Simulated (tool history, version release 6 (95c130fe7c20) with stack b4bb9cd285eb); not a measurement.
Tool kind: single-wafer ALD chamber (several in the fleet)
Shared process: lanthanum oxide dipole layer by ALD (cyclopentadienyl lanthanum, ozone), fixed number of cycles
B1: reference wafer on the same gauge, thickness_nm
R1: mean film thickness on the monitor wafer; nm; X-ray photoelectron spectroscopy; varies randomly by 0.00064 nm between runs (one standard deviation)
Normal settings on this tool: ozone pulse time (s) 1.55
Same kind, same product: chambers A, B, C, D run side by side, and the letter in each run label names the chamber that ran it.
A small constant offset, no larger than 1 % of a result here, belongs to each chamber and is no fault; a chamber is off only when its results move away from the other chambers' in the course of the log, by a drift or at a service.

{"run": "1A", "hour": 7.5, "ozone pulse time (s)": 1.55, "B1": 0.47306, "R1": 0.54921}
{"run": "2B", "hour": 15.1, "ozone pulse time (s)": 1.55, "B1": 0.47328, "R1": 0.55038}
{"run": "3C", "hour": 22.6, "ozone pulse time (s)": 1.55, "B1": 0.47337, "R1": 0.55581}
{"run": "4D", "hour": 29.3, "ozone pulse time (s)": 1.55, "B1": 0.47335, "R1": 0.55478}
{"run": "5C", "hour": 36.5, "ozone pulse time (s)": 1.55, "B1": 0.47349, "R1": 0.55712}
{"run": "6B", "hour": 44.0, "ozone pulse time (s)": 1.55, "B1": 0.47341, "R1": 0.55066}
{"run": "7A", "hour": 50.1, "ozone pulse time (s)": 1.55, "B1": 0.47357, "R1": 0.54974}
{"run": "8D", "hour": 57.5, "ozone pulse time (s)": 1.55, "B1": 0.47359, "R1": 0.55538}
{"run": "9A", "hour": 63.9, "ozone pulse time (s)": 1.55, "B1": 0.47369, "R1": 0.55061}
{"run": "10C", "hour": 71.3, "ozone pulse time (s)": 1.55, "B1": 0.47373, "R1": 0.55768}
{"run": "11D", "hour": 79.5, "ozone pulse time (s)": 1.55, "B1": 0.47386, "R1": 0.55447}
{"run": "12B", "hour": 86.0, "ozone pulse time (s)": 1.55, "B1": 0.47395, "R1": 0.5508}
{"run": "13A", "hour": 91.2, "ozone pulse time (s)": 1.55, "B1": 0.4739, "R1": 0.54997}
{"run": "14D", "hour": 98.1, "ozone pulse time (s)": 1.55, "B1": 0.47414, "R1": 0.55516}
{"run": "15B", "hour": 105.6, "ozone pulse time (s)": 1.55, "B1": 0.47414, "R1": 0.55129}
{"run": "16C", "hour": 111.5, "ozone pulse time (s)": 1.55, "B1": 0.47417, "R1": 0.55773}
{"run": "17C", "hour": 117.9, "ozone pulse time (s)": 1.55, "B1": 0.47423, "R1": 0.55936}
{"run": "18D", "hour": 124.1, "ozone pulse time (s)": 1.55, "B1": 0.47432, "R1": 0.55533}
{"run": "19B", "hour": 130.2, "ozone pulse time (s)": 1.55, "B1": 0.47433, "R1": 0.55143}
{"run": "20A", "hour": 135.5, "ozone pulse time (s)": 1.55, "B1": 0.4743, "R1": 0.55087}
{"run": "21D", "hour": 143.6, "ozone pulse time (s)": 1.55, "B1": 0.47467, "R1": 0.55577}
{"run": "22A", "hour": 150.7, "ozone pulse time (s)": 1.95, "B1": 0.47463, "R1": 0.56603}
{"run": "23B", "hour": 158.6, "ozone pulse time (s)": 1.95, "B1": 0.47475, "R1": 0.56672}
{"run": "24C", "hour": 162.7, "ozone pulse time (s)": 1.95, "B1": 0.47464, "R1": 0.57448}
{"run": "25A", "hour": 169.1, "ozone pulse time (s)": 1.95, "B1": 0.4747, "R1": 0.5664}
{"run": "26D", "hour": 172.8, "ozone pulse time (s)": 1.55, "B1": 0.47464, "R1": 0.55514}
{"run": "27C", "hour": 179.5, "ozone pulse time (s)": 1.55, "B1": 0.47506, "R1": 0.55802}
{"run": "28B", "hour": 184.5, "ozone pulse time (s)": 1.55, "B1": 0.47502, "R1": 0.55171}
{"run": "29D", "hour": 191.9, "ozone pulse time (s)": 1.55, "B1": 0.47503, "R1": 0.55551}
{"run": "30C", "hour": 196.7, "ozone pulse time (s)": 1.55, "B1": 0.47505, "R1": 0.55851}
{"run": "31B", "hour": 200.7, "ozone pulse time (s)": 1.55, "B1": 0.4751, "R1": 0.55211}
{"run": "32A", "hour": 207.3, "ozone pulse time (s)": 1.55, "B1": 0.47508, "R1": 0.55079}
{"run": "33B", "hour": 211.7, "ozone pulse time (s)": 1.55, "B1": 0.47528, "R1": 0.55279}

Is one chamber off against the others, does the gauge drift, or is nothing wrong? If a chamber is off, say which, and what the likeliest cause is.

It is the gauge, not a chamber: its drift shows up in every chamber's results at once, and no chamber is off.
Likeliest cause: gauge reads high (%) = 0.479.
